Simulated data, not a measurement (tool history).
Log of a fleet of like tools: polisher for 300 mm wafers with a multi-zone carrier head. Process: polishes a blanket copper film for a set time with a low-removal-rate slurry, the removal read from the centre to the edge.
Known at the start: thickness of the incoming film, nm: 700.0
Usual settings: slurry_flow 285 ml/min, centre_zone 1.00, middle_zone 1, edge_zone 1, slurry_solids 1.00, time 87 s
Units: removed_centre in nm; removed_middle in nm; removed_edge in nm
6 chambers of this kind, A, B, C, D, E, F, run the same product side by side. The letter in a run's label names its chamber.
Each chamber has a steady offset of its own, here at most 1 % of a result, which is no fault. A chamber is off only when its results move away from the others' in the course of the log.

| run | hour | slurry_flow | centre_zone | middle_zone | edge_zone | slurry_solids | time | wafers polished on this pad | hours since the slurry nozzle was cleaned | hours since the centre zone pressure was calibrated | hours since the edge zone pressure was calibrated | removed_centre | removed_middle | removed_edge |
|---|---|---|---|---|---|---|---|---|---|---|---|---|---|---|
|  | 0.7 | chamber B: worn pad replaced by a new one |
| 1E | 3.6 | 285 | 1.00 | 1 | 1 | 1.00 | 87 | 300 | 49.1 | 736.3 | 519.8 | 204.64 | 205.63 | 203.16 |
| 2D | 7.3 | 285 | 1.00 | 1 | 1 | 1.00 | 87 | 49 | 143.3 | 75.6 | 809.6 | 203.51 | 205.10 | 205.92 |
|  | 12.4 | chamber A: slurry nozzle cleaned |
| 3F | 12.4 | 285 | 1.00 | 1 | 1 | 1.00 | 87 | 948 | 322.0 | 819.8 | 940.7 | 203.03 | 204.62 | 201.08 |
|  | 14.8 | chamber A: worn pad replaced by a new one |
| 4A | 16.0 | 285 | 1.00 | 1 | 1 | 1.00 | 87 | 6 | 3.7 | 970.0 | 33.9 | 204.40 | 202.33 | 202.39 |
| 5B | 19.8 | 285 | 1.00 | 1 | 1 | 1.00 | 87 | 104 | 321.4 | 203.4 | 198.5 | 202.88 | 202.34 | 202.07 |
| 6C | 24.9 | 285 | 1.00 | 1 | 1 | 1.00 | 87 | 154 | 319.9 | 448.6 | 1151.4 | 203.03 | 201.28 | 203.05 |
| 7A | 28.1 | 285 | 1.00 | 1 | 1 | 1.00 | 87 | 72 | 15.8 | 982.1 | 46.0 | 203.61 | 203.35 | 203.92 |
| 8E | 33.3 | 285 | 1.00 | 1 | 1 | 1.00 | 87 | 461 | 78.8 | 766.0 | 549.5 | 200.45 | 203.70 | 204.49 |
| 9C | 36.5 | 285 | 1.00 | 1 | 1 | 1.00 | 87 | 217 | 331.5 | 460.2 | 1163.0 | 205.40 | 202.92 | 205.34 |
| 10B | 41.0 | 285 | 1.00 | 1 | 1 | 1.00 | 87 | 219 | 342.6 | 224.6 | 219.7 | 200.06 | 205.19 | 204.80 |
| 11D | 45.8 | 285 | 0.91 | 1 | 1 | 1.25 | 87 | 258 | 181.8 | 114.1 | 848.1 | 193.57 | 213.52 | 217.25 |
| 12F | 49.4 | 285 | 0.91 | 1 | 1 | 1.25 | 87 | 1149 | 359.0 | 856.8 | 977.7 | 191.46 | 214.86 | 212.44 |
|  | 51.8 | chamber A: centre zone pressure recalibrated |
| 13A | 54.8 | 285 | 0.91 | 1 | 1 | 1.25 | 87 | 217 | 42.5 | 3.0 | 72.7 | 191.47 | 212.15 | 210.67 |
|  | 56.1 | chamber E: worn pad replaced by a new one |
| 14B | 60.9 | 285 | 0.91 | 1 | 1 | 1.25 | 87 | 327 | 362.5 | 244.5 | 239.6 | 192.30 | 211.61 | 207.38 |
|  | 64.2 | chamber F: centre zone pressure recalibrated |
| 15D | 65.4 | 285 | 0.91 | 1 | 1 | 1.25 | 87 | 365 | 201.4 | 133.7 | 867.7 | 191.78 | 214.83 | 217.50 |
| 16C | 71.2 | 285 | 0.91 | 1 | 1 | 1.25 | 87 | 406 | 366.2 | 494.9 | 1197.7 | 190.60 | 213.54 | 211.48 |
|  | 72.7 | chamber F: worn pad replaced by a new one |
| 17F | 76.7 | 285 | 1.00 | 1 | 1 | 1.00 | 87 | 22 | 386.3 | 12.6 | 1005.0 | 229.55 | 201.94 | 201.59 |
| 18E | 82.9 | 285 | 1.00 | 1 | 1 | 1.00 | 87 | 146 | 128.4 | 815.6 | 599.1 | 204.66 | 206.85 | 204.31 |
| 19C | 86.3 | 285 | 1.00 | 1 | 1 | 1.00 | 87 | 488 | 381.3 | 510.0 | 1212.8 | 202.20 | 203.91 | 203.06 |
| 20D | 92.3 | 285 | 1.00 | 1 | 1 | 1.00 | 87 | 511 | 228.3 | 160.6 | 894.6 | 205.24 | 199.86 | 204.63 |
| 21A | 96.3 | 285 | 1.00 | 1 | 1 | 1.15 | 60 | 443 | 84.0 | 44.5 | 114.2 | 144.45 | 142.31 | 146.86 |
| 22E | 101.9 | 285 | 1.00 | 1 | 1 | 1.15 | 60 | 249 | 147.4 | 834.6 | 618.1 | 145.16 | 143.96 | 143.45 |
| 23B | 105.1 | 285 | 1.00 | 1 | 1 | 1.15 | 60 | 568 | 406.7 | 288.7 | 283.8 | 143.90 | 143.39 | 142.33 |
| 24F | 109.2 | 285 | 1.00 | 1 | 1 | 1.15 | 60 | 199 | 418.8 | 45.1 | 1037.5 | 161.25 | 144.71 | 142.95 |
|  | 113.8 | chamber F: slurry nozzle cleaned |
| 25D | 115.5 | 285 | 1.00 | 1 | 1 | 1.15 | 60 | 638 | 251.5 | 183.8 | 917.8 | 144.72 | 145.43 | 145.21 |
| 26E | 121.4 | 285 | 1.00 | 1 | 1 | 1.15 | 60 | 355 | 166.9 | 854.1 | 637.6 | 145.32 | 144.50 | 146.30 |
|  | 121.7 | chamber D: worn pad replaced by a new one |
| 27B | 124.5 | 285 | 1.00 | 1 | 1 | 1.00 | 87 | 673 | 426.1 | 308.1 | 303.2 | 205.24 | 203.68 | 202.91 |
| 28C | 128.5 | 285 | 1.00 | 1 | 1 | 1.00 | 87 | 718 | 423.5 | 552.2 | 1255.0 | 202.45 | 200.61 | 202.77 |
| 29A | 132.9 | 285 | 1.00 | 1 | 1 | 1.00 | 87 | 642 | 120.6 | 81.1 | 150.8 | 202.96 | 203.27 | 207.45 |
| 30F | 139.9 | 285 | 1.08 | 1 | 1 | 1.00 | 97 | 366 | 26.1 | 75.8 | 1068.2 | 275.74 | 225.85 | 227.65 |
| 31C | 145.2 | 285 | 1.08 | 1 | 1 | 1.00 | 97 | 808 | 440.2 | 568.9 | 1271.7 | 245.01 | 225.86 | 222.72 |
| 32A | 151.7 | 285 | 1.08 | 1 | 1 | 1.00 | 97 | 745 | 139.4 | 99.9 | 169.6 | 243.26 | 223.71 | 225.09 |
| 33D | 157.2 | 285 | 1.08 | 1 | 1 | 1.00 | 97 | 193 | 293.2 | 225.5 | 959.5 | 245.90 | 229.26 | 226.08 |
| 34E | 162.2 | 285 | 1.08 | 1 | 1 | 1.00 | 97 | 577 | 207.7 | 894.9 | 678.4 | 247.07 | 225.63 | 221.28 |
| 35F | 166.7 | 285 | 1.08 | 1 | 1 | 1.00 | 97 | 512 | 52.9 | 102.6 | 1095.0 | 276.93 | 225.58 | 225.12 |
| 36B | 171.2 | 285 | 1.00 | 1 | 1 | 1.00 | 87 | 927 | 472.8 | 354.8 | 349.9 | 201.37 | 200.79 | 203.21 |
|  | 174.0 | chamber A: worn pad replaced by a new one |
|  | 174.1 | chamber D: slurry nozzle cleaned |
| 37F | 177.7 | 285 | 1.00 | 1 | 1 | 1.00 | 87 | 571 | 63.9 | 113.6 | 1106.0 | 229.21 | 205.22 | 201.61 |
| 38D | 181.7 | 285 | 1.00 | 1 | 1 | 1.00 | 87 | 326 | 7.6 | 250.0 | 984.0 | 201.13 | 202.84 | 205.79 |
| 39B | 185.0 | 285 | 1.00 | 1 | 1 | 1.00 | 87 | 1003 | 486.6 | 368.6 | 363.7 | 204.87 | 200.35 | 198.77 |
| 40A | 191.9 | 285 | 1.00 | 1 | 1 | 1.00 | 87 | 97 | 179.6 | 140.1 | 209.8 | 204.97 | 203.42 | 202.91 |

What goes on in this fleet: one chamber off, a drifting gauge, or nothing beyond the chambers' own small offsets? Name the chamber and the cause, if any.

A service left chamber F off against the others.
Cause: centre zone's pressure above its setpoint, % = 11.2.

Here are 4 candidates for chamber F's next run, each the usual settings with a change, their results left as question marks. Which one brings its results back in line with what the others give on the usual settings?
In line means no further than this from the other chambers' mean on the usual settings: removed_centre 6.50 nm; removed_middle 5.60 nm; removed_edge 8.90 nm
| 41F-1 | 196.8 | 290 | 1.09 | 0.99 | 0.96 | 1.00 | 88 |  |  |  |  | ? | ? | ? |
| 41F-2 | 196.8 | 280 | 0.91 | 1.01 | 1.04 | 1.00 | 86 |  |  |  |  | ? | ? | ? |
| 41F-3 | 196.8 | 295 | 1.15 | 0.98 | 0.94 | 1.00 | 89 |  |  |  |  | ? | ? | ? |
| 41F-4 | 196.8 | 275 | 0.86 | 1.01 | 1.06 | 1.00 | 86 |  |  |  |  | ? | ? | ? |

The other chambers' mean on the usual settings: removed_centre 202.94 nm; removed_middle 202.42 nm; removed_edge 203.39 nm
| run | removed_centre | removed_middle | removed_edge |
|---|---|---|---|
| 41F-1 | 253.02 | 203.58 | 199.06 |
| 41F-2 | 202.15 | 202.14 | 202.20 |
| 41F-3 | 271.68 | 204.26 | 199.47 |
| 41F-4 | 189.49 | 201.82 | 203.97 |
41F-2 brings the chamber back in line.

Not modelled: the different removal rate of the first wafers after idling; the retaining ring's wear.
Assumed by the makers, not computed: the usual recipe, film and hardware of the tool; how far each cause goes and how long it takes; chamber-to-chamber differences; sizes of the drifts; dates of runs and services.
